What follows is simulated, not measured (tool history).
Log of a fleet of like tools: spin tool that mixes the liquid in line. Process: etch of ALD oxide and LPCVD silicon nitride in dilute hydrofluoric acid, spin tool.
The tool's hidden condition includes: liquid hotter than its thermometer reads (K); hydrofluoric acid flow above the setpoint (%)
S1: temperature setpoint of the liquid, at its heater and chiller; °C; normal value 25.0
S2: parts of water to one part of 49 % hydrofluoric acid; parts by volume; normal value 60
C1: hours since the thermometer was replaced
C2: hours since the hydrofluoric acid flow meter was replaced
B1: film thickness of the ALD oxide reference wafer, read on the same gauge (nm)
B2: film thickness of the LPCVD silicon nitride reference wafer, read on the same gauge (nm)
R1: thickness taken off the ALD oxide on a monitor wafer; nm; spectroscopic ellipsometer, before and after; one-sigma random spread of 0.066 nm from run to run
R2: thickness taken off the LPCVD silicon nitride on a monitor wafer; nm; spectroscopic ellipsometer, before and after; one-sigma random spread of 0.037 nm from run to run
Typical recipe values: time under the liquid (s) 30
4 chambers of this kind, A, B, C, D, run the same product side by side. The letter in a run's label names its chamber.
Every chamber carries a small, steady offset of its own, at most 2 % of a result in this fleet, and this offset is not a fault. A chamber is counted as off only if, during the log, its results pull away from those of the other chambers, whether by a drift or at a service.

Run 1B, hour 4.7: usual settings; C1 385.7; C2 1437.8; B1 29.989; B2 49.984. Result: R1 13.9290 nm, R2 0.331500 nm.
Run 2C, hour 11.1: usual settings; C1 728.2; C2 1695.0; B1 30.008; B2 49.974. Result: R1 13.7090 nm, R2 0.253120 nm.
Run 3A, hour 18.0: usual settings; C1 1294.6; C2 516.2; B1 30.016; B2 49.975. Result: R1 14.0960 nm, R2 0.263590 nm.
Run 4D, hour 21.9: usual settings; C1 247.0; C2 1468.2; B1 30.000; B2 50.030. Result: R1 13.9370 nm, R2 0.291710 nm.
Run 5C, hour 30.1: usual settings; C1 747.2; C2 1714.0; B1 30.019; B2 50.024. Result: R1 13.7000 nm, R2 0.259930 nm.
Run 6A, hour 37.8: usual settings but S1 21.5 °C; C1 1314.4; C2 536.0; B1 30.012; B2 50.020. Result: R1 12.2790 nm, R2 0.257730 nm.
Run 7D, hour 42.4: usual settings but S1 21.5 °C; C1 267.5; C2 1488.7; B1 29.989; B2 49.996. Result: R1 12.0090 nm, R2 0.256140 nm.
At hour 43.1: chamber A: thermometer replaced.
Run 8B, hour 49.5: usual settings but S1 21.5 °C; C1 430.5; C2 1482.6; B1 29.999; B2 49.987. Result: R1 11.9490 nm, R2 0.210280 nm.
Run 9B, hour 53.6: usual settings but S1 21.5 °C; C1 434.6; C2 1486.7; B1 30.002; B2 49.986. Result: R1 12.0510 nm, R2 0.254070 nm.
Run 10C, hour 58.5: usual settings; C1 775.6; C2 1742.4; B1 29.993; B2 49.985. Result: R1 13.7290 nm, R2 0.213650 nm.
Run 11D, hour 65.4: usual settings; C1 290.5; C2 1511.7; B1 29.984; B2 49.990. Result: R1 13.8650 nm, R2 0.211820 nm.
Run 12A, hour 71.8: usual settings; C1 28.7; C2 570.0; B1 29.990; B2 49.996. Result: R1 14.0810 nm, R2 0.256220 nm.
Run 13C, hour 76.3: usual settings; C1 793.4; C2 1760.2; B1 29.956; B2 50.005. Result: R1 13.8120 nm, R2 0.277230 nm.
Run 14B, hour 80.2: usual settings; C1 461.2; C2 1513.3; B1 30.000; B2 49.976. Result: R1 13.8570 nm, R2 0.235440 nm.
Run 15A, hour 84.5: usual settings; C1 41.4; C2 582.7; B1 30.005; B2 49.992. Result: R1 14.0170 nm, R2 0.215370 nm.
Run 16D, hour 90.7: usual settings; C1 315.8; C2 1537.0; B1 29.986; B2 49.986. Result: R1 13.9300 nm, R2 0.358890 nm.
Run 17A, hour 95.7: usual settings; C1 52.6; C2 593.9; B1 29.973; B2 50.010. Result: R1 14.0980 nm, R2 0.265180 nm.
Run 18C, hour 99.8: usual settings; C1 816.9; C2 1783.7; B1 29.989; B2 50.019. Result: R1 13.7760 nm, R2 0.226090 nm.
Run 19B, hour 106.7: usual settings; C1 487.7; C2 1539.8; B1 30.018; B2 50.005. Result: R1 13.8500 nm, R2 0.176240 nm.
Run 20D, hour 111.8: usual settings; C1 336.9; C2 1558.1; B1 30.013; B2 49.985. Result: R1 13.9240 nm, R2 0.270330 nm.
Run 21A, hour 118.1: usual settings; C1 75.0; C2 616.3; B1 30.002; B2 50.008. Result: R1 14.2470 nm, R2 0.258810 nm.
Run 22C, hour 122.4: usual settings; C1 839.5; C2 1806.3; B1 30.029; B2 50.023. Result: R1 13.8530 nm, R2 0.294750 nm.
Run 23D, hour 127.2: usual settings; C1 352.3; C2 1573.5; B1 30.023; B2 49.999. Result: R1 13.8750 nm, R2 0.255840 nm.
Run 24B, hour 131.4: usual settings; C1 512.4; C2 1564.5; B1 30.003; B2 49.999. Result: R1 13.8900 nm, R2 0.258790 nm.
Run 25D, hour 138.0: usual settings; C1 363.1; C2 1584.3; B1 30.005; B2 50.020. Result: R1 13.8350 nm, R2 0.250300 nm.
Run 26A, hour 144.2: usual settings; C1 101.1; C2 642.4; B1 30.025; B2 50.002. Result: R1 14.0470 nm, R2 0.333160 nm.
Run 27B, hour 148.0: usual settings but S2 80 parts by volume, time under the liquid (s) 20; C1 529.0; C2 1581.1; B1 30.016; B2 50.006. Result: R1 6.7499 nm, R2 0.135640 nm.
Run 28C, hour 155.8: usual settings but S2 80 parts by volume, time under the liquid (s) 20; C1 872.9; C2 1839.7; B1 30.010; B2 49.981. Result: R1 6.7319 nm, R2 0.147280 nm.
Run 29B, hour 163.7: usual settings but S2 80 parts by volume, time under the liquid (s) 20; C1 544.7; C2 1596.8; B1 30.034; B2 50.009. Result: R1 6.7240 nm, R2 0.095895 nm.
Run 30C, hour 168.2: usual settings but S2 80 parts by volume, time under the liquid (s) 20; C1 885.3; C2 1852.1; B1 30.018; B2 50.003. Result: R1 6.7559 nm, R2 0.120490 nm.

The same settings go to every chamber for the next run, one line per chamber below. Forecast the results for each:
Run 31A, hour 174.0: usual settings. Result: R1 ?, R2 ?.
Run 31B, hour 174.0: usual settings. Result: R1 ?, R2 ?.
Run 31C, hour 174.0: usual settings. Result: R1 ?, R2 ?.
Run 31D, hour 174.0: usual settings. Result: R1 ?, R2 ?.

run       R1        R2
31A  14.0700  0.287440
31B  13.8280  0.292240
31C  13.7520  0.246090
31D  13.9000  0.244710
